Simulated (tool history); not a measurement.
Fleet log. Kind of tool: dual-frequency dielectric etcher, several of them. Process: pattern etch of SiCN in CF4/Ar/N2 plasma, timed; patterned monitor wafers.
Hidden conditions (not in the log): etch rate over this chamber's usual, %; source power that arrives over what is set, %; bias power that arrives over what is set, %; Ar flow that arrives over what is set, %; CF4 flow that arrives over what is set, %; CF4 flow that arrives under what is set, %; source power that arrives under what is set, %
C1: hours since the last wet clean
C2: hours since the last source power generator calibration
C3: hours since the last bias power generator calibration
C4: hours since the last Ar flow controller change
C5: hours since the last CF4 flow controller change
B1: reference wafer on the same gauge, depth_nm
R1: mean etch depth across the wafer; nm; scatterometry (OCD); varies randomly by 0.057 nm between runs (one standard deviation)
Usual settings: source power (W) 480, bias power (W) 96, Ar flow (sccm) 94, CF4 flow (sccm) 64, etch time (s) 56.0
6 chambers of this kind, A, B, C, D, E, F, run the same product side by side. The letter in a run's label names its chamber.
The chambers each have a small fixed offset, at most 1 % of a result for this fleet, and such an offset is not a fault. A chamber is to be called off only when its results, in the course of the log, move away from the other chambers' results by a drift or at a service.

{"run": "1F", "day": 0.121, "source power (W)": 480, "bias power (W)": 96, "Ar flow (sccm)": 94, "CF4 flow (sccm)": 64, "etch time (s)": 56.0, "C1": 112.5, "C2": 1654.0, "C3": 1853.7, "C4": 3055.0, "C5": 2617.9, "B1": 59.482, "R1": 56.478}
{"day": 0.179, "done": "chamber D: wet clean of the chamber"}
{"run": "2B", "day": 0.3, "source power (W)": 480, "bias power (W)": 96, "Ar flow (sccm)": 94, "CF4 flow (sccm)": 64, "etch time (s)": 56.0, "C1": 297.0, "C2": 3729.6, "C3": 1231.3, "C4": 904.5, "C5": 2693.5, "B1": 59.494, "R1": 55.97}
{"run": "3D", "day": 0.429, "source power (W)": 480, "bias power (W)": 96, "Ar flow (sccm)": 94, "CF4 flow (sccm)": 64, "etch time (s)": 56.0, "C1": 6.0, "C2": 665.7, "C3": 3885.2, "C4": 5026.5, "C5": 1548.1, "B1": 59.472, "R1": 56.532}
{"run": "4E", "day": 0.621, "source power (W)": 480, "bias power (W)": 96, "Ar flow (sccm)": 94, "CF4 flow (sccm)": 64, "etch time (s)": 56.0, "C1": 36.7, "C2": 848.6, "C3": 347.8, "C4": 3665.0, "C5": 3988.7, "B1": 59.479, "R1": 56.244}
{"run": "5C", "day": 0.804, "source power (W)": 480, "bias power (W)": 96, "Ar flow (sccm)": 94, "CF4 flow (sccm)": 64, "etch time (s)": 56.0, "C1": 52.5, "C2": 1821.6, "C3": 1256.5, "C4": 3328.1, "C5": 1391.3, "B1": 59.473, "R1": 56.022}
{"run": "6A", "day": 1.012, "source power (W)": 480, "bias power (W)": 96, "Ar flow (sccm)": 94, "CF4 flow (sccm)": 64, "etch time (s)": 56.0, "C1": 108.2, "C2": 3386.3, "C3": 2242.2, "C4": 410.4, "C5": 2080.6, "B1": 59.457, "R1": 56.209}
{"run": "7C", "day": 1.133, "source power (W)": 480, "bias power (W)": 96, "Ar flow (sccm)": 94, "CF4 flow (sccm)": 64, "etch time (s)": 56.0, "C1": 60.4, "C2": 1829.5, "C3": 1264.4, "C4": 3336.0, "C5": 1399.2, "B1": 59.471, "R1": 55.904}
{"run": "8D", "day": 1.312, "source power (W)": 480, "bias power (W)": 96, "Ar flow (sccm)": 94, "CF4 flow (sccm)": 64, "etch time (s)": 56.0, "C1": 27.2, "C2": 686.9, "C3": 3906.4, "C4": 5047.7, "C5": 1569.3, "B1": 59.437, "R1": 56.432}
{"run": "9B", "day": 1.442, "source power (W)": 560, "bias power (W)": 96, "Ar flow (sccm)": 94, "CF4 flow (sccm)": 64, "etch time (s)": 56.0, "C1": 324.4, "C2": 3757.0, "C3": 1258.7, "C4": 931.9, "C5": 2720.9, "B1": 59.439, "R1": 63.916}
{"run": "10E", "day": 1.588, "source power (W)": 560, "bias power (W)": 96, "Ar flow (sccm)": 94, "CF4 flow (sccm)": 64, "etch time (s)": 56.0, "C1": 59.9, "C2": 871.8, "C3": 371.0, "C4": 3688.2, "C5": 4011.9, "B1": 59.438, "R1": 64.281}
{"run": "11F", "day": 1.767, "source power (W)": 560, "bias power (W)": 96, "Ar flow (sccm)": 94, "CF4 flow (sccm)": 64, "etch time (s)": 56.0, "C1": 152.0, "C2": 1693.5, "C3": 1893.2, "C4": 3094.5, "C5": 2657.4, "B1": 59.426, "R1": 64.433}
{"run": "12A", "day": 1.908, "source power (W)": 560, "bias power (W)": 96, "Ar flow (sccm)": 94, "CF4 flow (sccm)": 64, "etch time (s)": 56.0, "C1": 129.7, "C2": 3407.8, "C3": 2263.7, "C4": 431.9, "C5": 2102.1, "B1": 59.41, "R1": 64.145}
{"run": "13A", "day": 2.092, "source power (W)": 560, "bias power (W)": 96, "Ar flow (sccm)": 94, "CF4 flow (sccm)": 64, "etch time (s)": 56.0, "C1": 134.1, "C2": 3412.2, "C3": 2268.1, "C4": 436.3, "C5": 2106.5, "B1": 59.42, "R1": 64.168}
{"run": "14B", "day": 2.208, "source power (W)": 560, "bias power (W)": 96, "Ar flow (sccm)": 94, "CF4 flow (sccm)": 64, "etch time (s)": 56.0, "C1": 342.8, "C2": 3775.4, "C3": 1277.1, "C4": 950.3, "C5": 2739.3, "B1": 59.415, "R1": 63.838}
{"run": "15F", "day": 2.329, "source power (W)": 480, "bias power (W)": 96, "Ar flow (sccm)": 94, "CF4 flow (sccm)": 64, "etch time (s)": 56.0, "C1": 165.5, "C2": 1707.0, "C3": 1906.7, "C4": 3108.0, "C5": 2670.9, "B1": 59.387, "R1": 56.412}
{"run": "16C", "day": 2.525, "source power (W)": 480, "bias power (W)": 96, "Ar flow (sccm)": 94, "CF4 flow (sccm)": 64, "etch time (s)": 56.0, "C1": 93.8, "C2": 1862.9, "C3": 1297.8, "C4": 3369.4, "C5": 1432.6, "B1": 59.414, "R1": 55.905}
{"run": "17D", "day": 2.617, "source power (W)": 480, "bias power (W)": 96, "Ar flow (sccm)": 94, "CF4 flow (sccm)": 64, "etch time (s)": 56.0, "C1": 58.5, "C2": 718.2, "C3": 3937.7, "C4": 5079.0, "C5": 1600.6, "B1": 59.392, "R1": 56.489}
{"run": "18E", "day": 2.821, "source power (W)": 480, "bias power (W)": 96, "Ar flow (sccm)": 94, "CF4 flow (sccm)": 64, "etch time (s)": 56.0, "C1": 89.5, "C2": 901.4, "C3": 400.6, "C4": 3717.8, "C5": 4041.5, "B1": 59.408, "R1": 56.159}
{"run": "19D", "day": 3.004, "source power (W)": 480, "bias power (W)": 96, "Ar flow (sccm)": 94, "CF4 flow (sccm)": 64, "etch time (s)": 56.0, "C1": 67.8, "C2": 727.5, "C3": 3947.0, "C4": 5088.3, "C5": 1609.9, "B1": 59.386, "R1": 56.325}
{"run": "20E", "day": 3.146, "source power (W)": 480, "bias power (W)": 96, "Ar flow (sccm)": 94, "CF4 flow (sccm)": 64, "etch time (s)": 56.0, "C1": 97.3, "C2": 909.2, "C3": 408.4, "C4": 3725.6, "C5": 4049.3, "B1": 59.397, "R1": 56.169}
{"run": "21A", "day": 3.279, "source power (W)": 480, "bias power (W)": 96, "Ar flow (sccm)": 94, "CF4 flow (sccm)": 64, "etch time (s)": 56.0, "C1": 162.6, "C2": 3440.7, "C3": 2296.6, "C4": 464.8, "C5": 2135.0, "B1": 59.383, "R1": 56.163}
{"run": "22F", "day": 3.446, "source power (W)": 480, "bias power (W)": 96, "Ar flow (sccm)": 94, "CF4 flow (sccm)": 64, "etch time (s)": 56.0, "C1": 192.3, "C2": 1733.8, "C3": 1933.5, "C4": 3134.8, "C5": 2697.7, "B1": 59.36, "R1": 56.314}
{"run": "23B", "day": 3.612, "source power (W)": 480, "bias power (W)": 96, "Ar flow (sccm)": 94, "CF4 flow (sccm)": 64, "etch time (s)": 66.5, "C1": 376.5, "C2": 3809.1, "C3": 1310.8, "C4": 984.0, "C5": 2773.0, "B1": 59.371, "R1": 66.29}
{"run": "24C", "day": 3.704, "source power (W)": 480, "bias power (W)": 96, "Ar flow (sccm)": 94, "CF4 flow (sccm)": 64, "etch time (s)": 66.5, "C1": 122.1, "C2": 1891.2, "C3": 1326.1, "C4": 3397.7, "C5": 1460.9, "B1": 59.339, "R1": 66.496}
{"run": "25D", "day": 3.862, "source power (W)": 480, "bias power (W)": 96, "Ar flow (sccm)": 94, "CF4 flow (sccm)": 64, "etch time (s)": 66.5, "C1": 88.4, "C2": 748.1, "C3": 3967.6, "C4": 5108.9, "C5": 1630.5, "B1": 59.354, "R1": 66.947}
{"run": "26C", "day": 4.004, "source power (W)": 480, "bias power (W)": 96, "Ar flow (sccm)": 94, "CF4 flow (sccm)": 64, "etch time (s)": 66.5, "C1": 129.3, "C2": 1898.4, "C3": 1333.3, "C4": 3404.9, "C5": 1468.1, "B1": 59.345, "R1": 66.484}
{"run": "27F", "day": 4.183, "source power (W)": 480, "bias power (W)": 96, "Ar flow (sccm)": 94, "CF4 flow (sccm)": 64, "etch time (s)": 66.5, "C1": 210.0, "C2": 1751.5, "C3": 1951.2, "C4": 3152.5, "C5": 2715.4, "B1": 59.332, "R1": 66.847}
{"run": "28B", "day": 4.288, "source power (W)": 480, "bias power (W)": 96, "Ar flow (sccm)": 94, "CF4 flow (sccm)": 64, "etch time (s)": 66.5, "C1": 392.7, "C2": 3825.3, "C3": 1327.0, "C4": 1000.2, "C5": 2789.2, "B1": 59.329, "R1": 66.364}
{"run": "29A", "day": 4.446, "source power (W)": 570, "bias power (W)": 96, "Ar flow (sccm)": 94, "CF4 flow (sccm)": 64, "etch time (s)": 62.0, "C1": 190.6, "C2": 3468.7, "C3": 2324.6, "C4": 492.8, "C5": 2163.0, "B1": 59.318, "R1": 72.025}
{"run": "30E", "day": 4.625, "source power (W)": 570, "bias power (W)": 96, "Ar flow (sccm)": 94, "CF4 flow (sccm)": 64, "etch time (s)": 62.0, "C1": 132.8, "C2": 944.7, "C3": 443.9, "C4": 3761.1, "C5": 4084.8, "B1": 59.324, "R1": 72.103}
{"run": "31D", "day": 4.721, "source power (W)": 570, "bias power (W)": 96, "Ar flow (sccm)": 94, "CF4 flow (sccm)": 64, "etch time (s)": 62.0, "C1": 109.0, "C2": 768.7, "C3": 3988.2, "C4": 5129.5, "C5": 1651.1, "B1": 59.32, "R1": 72.167}
{"run": "32E", "day": 4.892, "source power (W)": 570, "bias power (W)": 96, "Ar flow (sccm)": 94, "CF4 flow (sccm)": 64, "etch time (s)": 62.0, "C1": 139.2, "C2": 951.1, "C3": 450.3, "C4": 3767.5, "C5": 4091.2, "B1": 59.319, "R1": 72.104}
{"run": "33C", "day": 5.079, "source power (W)": 570, "bias power (W)": 96, "Ar flow (sccm)": 94, "CF4 flow (sccm)": 64, "etch time (s)": 62.0, "C1": 155.1, "C2": 1924.2, "C3": 1359.1, "C4": 3430.7, "C5": 1493.9, "B1": 59.312, "R1": 72.051}
{"run": "34F", "day": 5.258, "source power (W)": 570, "bias power (W)": 96, "Ar flow (sccm)": 94, "CF4 flow (sccm)": 64, "etch time (s)": 62.0, "C1": 235.8, "C2": 1777.3, "C3": 1977.0, "C4": 3178.3, "C5": 2741.2, "B1": 59.298, "R1": 72.34}
{"run": "35A", "day": 5.367, "source power (W)": 480, "bias power (W)": 96, "Ar flow (sccm)": 94, "CF4 flow (sccm)": 64, "etch time (s)": 56.0, "C1": 212.7, "C2": 3490.8, "C3": 2346.7, "C4": 514.9, "C5": 2185.1, "B1": 59.307, "R1": 56.026}
{"run": "36B", "day": 5.525, "source power (W)": 480, "bias power (W)": 96, "Ar flow (sccm)": 94, "CF4 flow (sccm)": 64, "etch time (s)": 56.0, "C1": 422.4, "C2": 3855.0, "C3": 1356.7, "C4": 1029.9, "C5": 2818.9, "B1": 59.298, "R1": 55.861}
{"run": "37C", "day": 5.621, "source power (W)": 480, "bias power (W)": 96, "Ar flow (sccm)": 94, "CF4 flow (sccm)": 64, "etch time (s)": 56.0, "C1": 168.1, "C2": 1937.2, "C3": 1372.1, "C4": 3443.7, "C5": 1506.9, "B1": 59.274, "R1": 55.766}
{"run": "38D", "day": 5.829, "source power (W)": 480, "bias power (W)": 96, "Ar flow (sccm)": 94, "CF4 flow (sccm)": 64, "etch time (s)": 56.0, "C1": 135.6, "C2": 795.3, "C3": 4014.8, "C4": 5156.1, "C5": 1677.7, "B1": 59.266, "R1": 56.224}
{"run": "39F", "day": 5.958, "source power (W)": 480, "bias power (W)": 96, "Ar flow (sccm)": 94, "CF4 flow (sccm)": 64, "etch time (s)": 56.0, "C1": 252.6, "C2": 1794.1, "C3": 1993.8, "C4": 3195.1, "C5": 2758.0, "B1": 59.265, "R1": 56.218}
{"run": "40A", "day": 6.108, "source power (W)": 480, "bias power (W)": 96, "Ar flow (sccm)": 94, "CF4 flow (sccm)": 64, "etch time (s)": 56.0, "C1": 230.5, "C2": 3508.6, "C3": 2364.5, "C4": 532.7, "C5": 2202.9, "B1": 59.271, "R1": 55.92}
{"run": "41E", "day": 6.246, "source power (W)": 480, "bias power (W)": 96, "Ar flow (sccm)": 94, "CF4 flow (sccm)": 64, "etch time (s)": 56.0, "C1": 171.7, "C2": 983.6, "C3": 482.8, "C4": 3800.0, "C5": 4123.7, "B1": 59.256, "R1": 56.086}

All chambers now run identical settings, listed one chamber a line with results as question marks. What results will each chamber show?
{"run": "42A", "day": 6.396, "source power (W)": 480, "bias power (W)": 118, "Ar flow (sccm)": 94, "CF4 flow (sccm)": 64, "etch time (s)": 56.0, "R1": "?"}
{"run": "42B", "day": 6.396, "source power (W)": 480, "bias power (W)": 118, "Ar flow (sccm)": 94, "CF4 flow (sccm)": 64, "etch time (s)": 56.0, "R1": "?"}
{"run": "42C", "day": 6.396, "source power (W)": 480, "bias power (W)": 118, "Ar flow (sccm)": 94, "CF4 flow (sccm)": 64, "etch time (s)": 56.0, "R1": "?"}
{"run": "42D", "day": 6.396, "source power (W)": 480, "bias power (W)": 118, "Ar flow (sccm)": 94, "CF4 flow (sccm)": 64, "etch time (s)": 56.0, "R1": "?"}
{"run": "42E", "day": 6.396, "source power (W)": 480, "bias power (W)": 118, "Ar flow (sccm)": 94, "CF4 flow (sccm)": 64, "etch time (s)": 56.0, "R1": "?"}
{"run": "42F", "day": 6.396, "source power (W)": 480, "bias power (W)": 118, "Ar flow (sccm)": 94, "CF4 flow (sccm)": 64, "etch time (s)": 56.0, "R1": "?"}

run=42A R1=60.475
run=42B R1=60.210
run=42C R1=60.345
run=42D R1=60.667
run=42E R1=60.549
run=42F R1=60.602
